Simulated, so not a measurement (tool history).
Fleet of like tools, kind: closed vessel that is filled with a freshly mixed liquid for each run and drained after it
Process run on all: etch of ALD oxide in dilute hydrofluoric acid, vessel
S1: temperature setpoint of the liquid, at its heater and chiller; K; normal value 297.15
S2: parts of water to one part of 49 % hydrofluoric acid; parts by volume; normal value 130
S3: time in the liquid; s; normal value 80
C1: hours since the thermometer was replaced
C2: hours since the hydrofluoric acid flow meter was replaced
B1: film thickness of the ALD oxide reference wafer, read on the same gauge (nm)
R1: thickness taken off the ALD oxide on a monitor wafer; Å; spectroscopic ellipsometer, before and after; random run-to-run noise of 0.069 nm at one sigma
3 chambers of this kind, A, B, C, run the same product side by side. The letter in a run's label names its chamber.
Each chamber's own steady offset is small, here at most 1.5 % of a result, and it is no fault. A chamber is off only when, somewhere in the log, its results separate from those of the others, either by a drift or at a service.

{"run": "1B", "hour": 6.7, "S1": 297.15, "S2": 130, "S3": 80, "C1": 641.8, "C2": 1860.8, "B1": 40.02, "R1": 120.76}
{"run": "2A", "hour": 14.1, "S1": 297.15, "S2": 130, "S3": 80, "C1": 981.8, "C2": 419.6, "B1": 40.005, "R1": 118.39}
{"run": "3C", "hour": 22.0, "S1": 297.15, "S2": 130, "S3": 80, "C1": 351.3, "C2": 195.1, "B1": 40.039, "R1": 120.81}
{"run": "4B", "hour": 26.8, "S1": 297.15, "S2": 130, "S3": 80, "C1": 661.9, "C2": 1880.9, "B1": 40.01, "R1": 120.37}
{"run": "5C", "hour": 34.1, "S1": 297.15, "S2": 130, "S3": 80, "C1": 363.4, "C2": 207.2, "B1": 40.013, "R1": 120.33}
{"run": "6A", "hour": 44.4, "S1": 297.15, "S2": 130, "S3": 80, "C1": 1012.1, "C2": 449.9, "B1": 40.015, "R1": 119.86}
{"run": "7B", "hour": 50.9, "S1": 294.65, "S2": 100, "S3": 80, "C1": 686.0, "C2": 1905.0, "B1": 40.02, "R1": 148.49}
{"run": "8A", "hour": 58.1, "S1": 294.65, "S2": 100, "S3": 80, "C1": 1025.8, "C2": 463.6, "B1": 40.006, "R1": 145.83}
{"run": "9C", "hour": 65.2, "S1": 294.65, "S2": 100, "S3": 80, "C1": 394.5, "C2": 238.3, "B1": 39.981, "R1": 148.97}
{"run": "10B", "hour": 69.8, "S1": 297.15, "S2": 130, "S3": 80, "C1": 704.9, "C2": 1923.9, "B1": 39.993, "R1": 121.47}
{"run": "11A", "hour": 75.3, "S1": 297.15, "S2": 130, "S3": 80, "C1": 1043.0, "C2": 480.8, "B1": 40.007, "R1": 119.33}
{"run": "12C", "hour": 85.6, "S1": 297.15, "S2": 130, "S3": 80, "C1": 414.9, "C2": 258.7, "B1": 40.042, "R1": 120.65}
{"run": "13B", "hour": 90.4, "S1": 297.15, "S2": 130, "S3": 80, "C1": 725.5, "C2": 1944.5, "B1": 39.948, "R1": 122.76}
{"run": "14A", "hour": 98.8, "S1": 297.15, "S2": 130, "S3": 80, "C1": 1066.5, "C2": 504.3, "B1": 40.031, "R1": 117.86}
{"run": "15C", "hour": 106.9, "S1": 297.15, "S2": 130, "S3": 80, "C1": 436.2, "C2": 280.0, "B1": 40.043, "R1": 121.14}
{"run": "16C", "hour": 115.4, "S1": 297.15, "S2": 130, "S3": 80, "C1": 444.7, "C2": 288.5, "B1": 39.968, "R1": 121.54}
{"run": "17B", "hour": 125.0, "S1": 297.15, "S2": 130, "S3": 80, "C1": 760.1, "C2": 1979.1, "B1": 39.965, "R1": 123.82}
{"run": "18A", "hour": 134.0, "S1": 297.15, "S2": 130, "S3": 80, "C1": 1101.7, "C2": 539.5, "B1": 39.973, "R1": 119.57}
{"run": "19C", "hour": 139.1, "S1": 297.15, "S2": 130, "S3": 80, "C1": 468.4, "C2": 312.2, "B1": 39.978, "R1": 122.12}
{"run": "20B", "hour": 143.9, "S1": 297.15, "S2": 130, "S3": 80, "C1": 779.0, "C2": 1998.0, "B1": 40.025, "R1": 125.29}
{"run": "21A", "hour": 154.1, "S1": 297.15, "S2": 165, "S3": 40, "C1": 1121.8, "C2": 559.6, "B1": 39.985, "R1": 44.732}
{"run": "22C", "hour": 164.1, "S1": 297.15, "S2": 165, "S3": 40, "C1": 493.4, "C2": 337.2, "B1": 39.985, "R1": 46.089}
{"hour": 166.7, "done": "chamber A: hydrofluoric acid flow meter replaced"}
{"run": "23A", "hour": 174.1, "S1": 297.15, "S2": 165, "S3": 40, "C1": 1141.8, "C2": 7.4, "B1": 39.996, "R1": 44.878}
{"run": "24B", "hour": 184.2, "S1": 292.65, "S2": 130, "S3": 105, "C1": 819.3, "C2": 2038.3, "B1": 40.019, "R1": 137.9}
{"run": "25B", "hour": 193.9, "S1": 292.65, "S2": 130, "S3": 105, "C1": 829.0, "C2": 2048.0, "B1": 40.007, "R1": 139.55}
{"run": "26C", "hour": 201.4, "S1": 292.65, "S2": 130, "S3": 105, "C1": 530.7, "C2": 374.5, "B1": 40.001, "R1": 132.89}
{"run": "27A", "hour": 211.0, "S1": 297.15, "S2": 130, "S3": 80, "C1": 1178.7, "C2": 44.3, "B1": 39.975, "R1": 117.52}
{"run": "28A", "hour": 220.9, "S1": 297.15, "S2": 130, "S3": 80, "C1": 1188.6, "C2": 54.2, "B1": 39.981, "R1": 119.08}
{"run": "29C", "hour": 227.4, "S1": 297.15, "S2": 130, "S3": 80, "C1": 556.7, "C2": 400.5, "B1": 39.964, "R1": 120.37}
{"run": "30B", "hour": 237.5, "S1": 297.15, "S2": 130, "S3": 80, "C1": 872.6, "C2": 2091.6, "B1": 40.002, "R1": 126.71}
{"run": "31A", "hour": 242.6, "S1": 297.15, "S2": 130, "S3": 80, "C1": 1210.3, "C2": 75.9, "B1": 39.994, "R1": 118.99}
{"run": "32B", "hour": 251.9, "S1": 293.15, "S2": 130, "S3": 80, "C1": 887.0, "C2": 2106.0, "B1": 39.993, "R1": 109.52}
{"run": "33C", "hour": 259.5, "S1": 293.15, "S2": 130, "S3": 80, "C1": 588.8, "C2": 432.6, "B1": 39.982, "R1": 103.66}
{"run": "34A", "hour": 269.7, "S1": 293.15, "S2": 130, "S3": 80, "C1": 1237.4, "C2": 103.0, "B1": 40.024, "R1": 101.61}
{"run": "35C", "hour": 274.5, "S1": 297.15, "S2": 130, "S3": 80, "C1": 603.8, "C2": 447.6, "B1": 40.047, "R1": 121.66}
{"run": "36B", "hour": 280.1, "S1": 297.15, "S2": 130, "S3": 80, "C1": 915.2, "C2": 2134.2, "B1": 40.014, "R1": 128.03}
{"run": "37A", "hour": 286.1, "S1": 297.15, "S2": 130, "S3": 80, "C1": 1253.8, "C2": 119.4, "B1": 39.981, "R1": 119.15}
{"run": "38C", "hour": 291.9, "S1": 297.15, "S2": 130, "S3": 80, "C1": 621.2, "C2": 465.0, "B1": 39.955, "R1": 121.31}
{"run": "39B", "hour": 299.2, "S1": 297.15, "S2": 130, "S3": 80, "C1": 934.3, "C2": 2153.3, "B1": 40.019, "R1": 130.14}
{"run": "40A", "hour": 305.5, "S1": 297.15, "S2": 130, "S3": 60, "C1": 1273.2, "C2": 138.8, "B1": 40.004, "R1": 88.885}
{"run": "41B", "hour": 310.9, "S1": 297.15, "S2": 130, "S3": 60, "C1": 946.0, "C2": 2165.0, "B1": 40.035, "R1": 97.665}
{"run": "42C", "hour": 316.3, "S1": 297.15, "S2": 130, "S3": 60, "C1": 645.6, "C2": 489.4, "B1": 39.983, "R1": 90.097}
{"run": "43A", "hour": 323.7, "S1": 297.15, "S2": 130, "S3": 80, "C1": 1291.4, "C2": 157.0, "B1": 40.028, "R1": 118.57}
{"run": "44C", "hour": 331.6, "S1": 297.15, "S2": 130, "S3": 80, "C1": 660.9, "C2": 504.7, "B1": 40.016, "R1": 120.72}

Has any chamber moved away from the others, gradually or after a service, or does the common gauge drift, or do the chambers differ only by their own small steady offsets? State the chamber and the most likely cause if one applies.

It is chamber B that slowly wanders off from its peers.
Cause: liquid hotter than its thermometer reads (K) = 2.06.
The log might look much the same if the cause were instead: hydrofluoric acid flow above the setpoint (%).

Chamber B could run next with any of the 4 candidate recipes listed below; each alters the usual settings, and their results appear as question marks. Which one brings its results back in line with what the other chambers deliver on the usual settings?
In line here means within this much of the mean the other chambers give on the usual settings: R1 2.400 Å
{"run": "45B-1", "hour": 339.2, "S1": 297.15, "S2": 140, "S3": 80, "R1": "?"}
{"run": "45B-2", "hour": 339.2, "S1": 297.15, "S2": 140, "S3": 75, "R1": "?"}
{"run": "45B-3", "hour": 339.2, "S1": 301.15, "S2": 130, "S3": 80, "R1": "?"}
{"run": "45B-4", "hour": 339.2, "S1": 299.65, "S2": 130, "S3": 80, "R1": "?"}

Average result of the remaining chambers running the usual settings: R1 119.930 Å
run=45B-1 R1=119.810
run=45B-2 R1=112.320
run=45B-3 R1=151.460
run=45B-4 R1=143.480
45B-1 brings the chamber back in line.
